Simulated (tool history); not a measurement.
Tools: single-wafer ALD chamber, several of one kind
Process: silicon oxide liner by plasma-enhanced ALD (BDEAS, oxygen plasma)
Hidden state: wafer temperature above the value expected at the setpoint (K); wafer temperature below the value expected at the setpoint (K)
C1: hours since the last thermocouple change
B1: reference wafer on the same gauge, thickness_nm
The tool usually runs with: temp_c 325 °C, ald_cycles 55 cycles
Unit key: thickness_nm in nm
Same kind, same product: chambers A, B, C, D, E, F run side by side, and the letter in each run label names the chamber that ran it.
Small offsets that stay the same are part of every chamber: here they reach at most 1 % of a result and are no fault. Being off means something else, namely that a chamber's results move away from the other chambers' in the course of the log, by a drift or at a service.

Run 1E, hour 12.7: usual settings; C1 919.9; B1 5.354. Result: thickness_nm 4.9354 nm.
Run 2D, hour 25: usual settings; C1 1371.8; B1 5.3563. Result: thickness_nm 4.9562 nm.
Run 3B, hour 38.2: usual settings; C1 1044.9; B1 5.3514. Result: thickness_nm 4.9603 nm.
Run 4A, hour 49.4: usual settings; C1 1361.3; B1 5.3529. Result: thickness_nm 4.8896 nm.
Run 5C, hour 60.2: usual settings; C1 444.2; B1 5.3464. Result: thickness_nm 4.9861 nm.
At hour 65.1: chamber F: thermocouple changed; heater temperature recalibrated.
Run 6F, hour 67.9: usual settings; C1 2.8; B1 5.3487. Result: thickness_nm 4.9538 nm.
Run 7F, hour 82.7: usual settings; C1 17.6; B1 5.3496. Result: thickness_nm 4.9102 nm.
Run 8B, hour 95.5: usual settings; C1 1102.2; B1 5.35. Result: thickness_nm 4.9098 nm.
Run 9E, hour 102.7: usual settings; C1 1009.9; B1 5.3532. Result: thickness_nm 4.9282 nm.
Run 10C, hour 109.9: usual settings; C1 493.9; B1 5.3488. Result: thickness_nm 4.949 nm.
Run 11D, hour 117.7: usual settings; C1 1464.5; B1 5.3521. Result: thickness_nm 4.9074 nm.
Run 12A, hour 129: usual settings; C1 1440.9; B1 5.3478. Result: thickness_nm 4.9722 nm.
Run 13D, hour 136.6: usual settings; C1 1483.4; B1 5.355. Result: thickness_nm 4.9019 nm.
Run 14F, hour 148.1: usual settings; C1 83; B1 5.3555. Result: thickness_nm 4.8649 nm.
Run 15E, hour 155.6: usual settings; C1 1062.8; B1 5.3485. Result: thickness_nm 4.8762 nm.
Run 16B, hour 169.4: usual settings; C1 1176.1; B1 5.3493. Result: thickness_nm 4.9371 nm.
Run 17C, hour 182.5: usual settings; C1 566.5; B1 5.3475. Result: thickness_nm 4.9837 nm.
Run 18A, hour 195.2: usual settings; C1 1507.1; B1 5.3465. Result: thickness_nm 4.8842 nm.
Run 19B, hour 208.9: usual settings; C1 1215.6; B1 5.347. Result: thickness_nm 4.8908 nm.
Run 20C, hour 216.9: usual settings; C1 600.9; B1 5.3453. Result: thickness_nm 4.995 nm.
Run 21E, hour 229.5: usual settings; C1 1136.7; B1 5.3548. Result: thickness_nm 4.9311 nm.
Run 22D, hour 243: usual settings; C1 1589.8; B1 5.3435. Result: thickness_nm 4.9009 nm.
Run 23A, hour 256: usual settings; C1 1567.9; B1 5.3511. Result: thickness_nm 4.9064 nm.
Run 24F, hour 264.3: usual settings; C1 199.2; B1 5.3446. Result: thickness_nm 4.8936 nm.
Run 25E, hour 273.1: usual settings; C1 1180.3; B1 5.3489. Result: thickness_nm 4.9264 nm.
Run 26C, hour 281.8: usual settings; C1 665.8; B1 5.3526. Result: thickness_nm 4.9913 nm.
Run 27A, hour 290.1: usual settings but temp_c 338 °C, ald_cycles 62 cycles; C1 1602; B1 5.3459. Result: thickness_nm 5.4637 nm.
Run 28D, hour 303.2: usual settings but temp_c 338 °C, ald_cycles 62 cycles; C1 1650; B1 5.3445. Result: thickness_nm 5.4438 nm.
Run 29F, hour 312.3: usual settings but temp_c 338 °C, ald_cycles 62 cycles; C1 247.2; B1 5.3584. Result: thickness_nm 5.3629 nm.
Run 30B, hour 324.5: usual settings but temp_c 338 °C, ald_cycles 62 cycles; C1 1331.2; B1 5.3504. Result: thickness_nm 5.4813 nm.
Run 31E, hour 333.5: usual settings but temp_c 338 °C, ald_cycles 62 cycles; C1 1240.7; B1 5.3517. Result: thickness_nm 5.4242 nm.
Run 32D, hour 340.8: usual settings but temp_c 338 °C, ald_cycles 62 cycles; C1 1687.6; B1 5.346. Result: thickness_nm 5.4446 nm.
Run 33A, hour 351.7: usual settings; C1 1663.6; B1 5.3469. Result: thickness_nm 4.9295 nm.
Run 34F, hour 359.3: usual settings; C1 294.2; B1 5.3472. Result: thickness_nm 4.877 nm.
Run 35B, hour 370.3: usual settings; C1 1377; B1 5.3498. Result: thickness_nm 4.8882 nm.
Run 36C, hour 377.4: usual settings; C1 761.4; B1 5.3469. Result: thickness_nm 5.0274 nm.
Run 37E, hour 390.9: usual settings; C1 1298.1; B1 5.3477. Result: thickness_nm 4.9294 nm.
Run 38C, hour 399.4: usual settings; C1 783.4; B1 5.3537. Result: thickness_nm 4.9497 nm.
Run 39A, hour 406.2: usual settings; C1 1718.1; B1 5.3541. Result: thickness_nm 4.909 nm.
Run 40D, hour 416.1: usual settings; C1 1762.9; B1 5.3527. Result: thickness_nm 4.9106 nm.
Run 41F, hour 423.8: usual settings; C1 358.7; B1 5.3435. Result: thickness_nm 4.8652 nm.

All 6 chambers run these settings next. Forecast each chamber's results:
Run 42A, hour 435: usual settings. Result: thickness_nm ?.
Run 42B, hour 435: usual settings. Result: thickness_nm ?.
Run 42C, hour 435: usual settings. Result: thickness_nm ?.
Run 42D, hour 435: usual settings. Result: thickness_nm ?.
Run 42E, hour 435: usual settings. Result: thickness_nm ?.
Run 42F, hour 435: usual settings. Result: thickness_nm ?.

run  thickness_nm
42A        4.9072
42B        4.9292
42C        4.9614
42D        4.8881
42E        4.9169
42F        4.8699
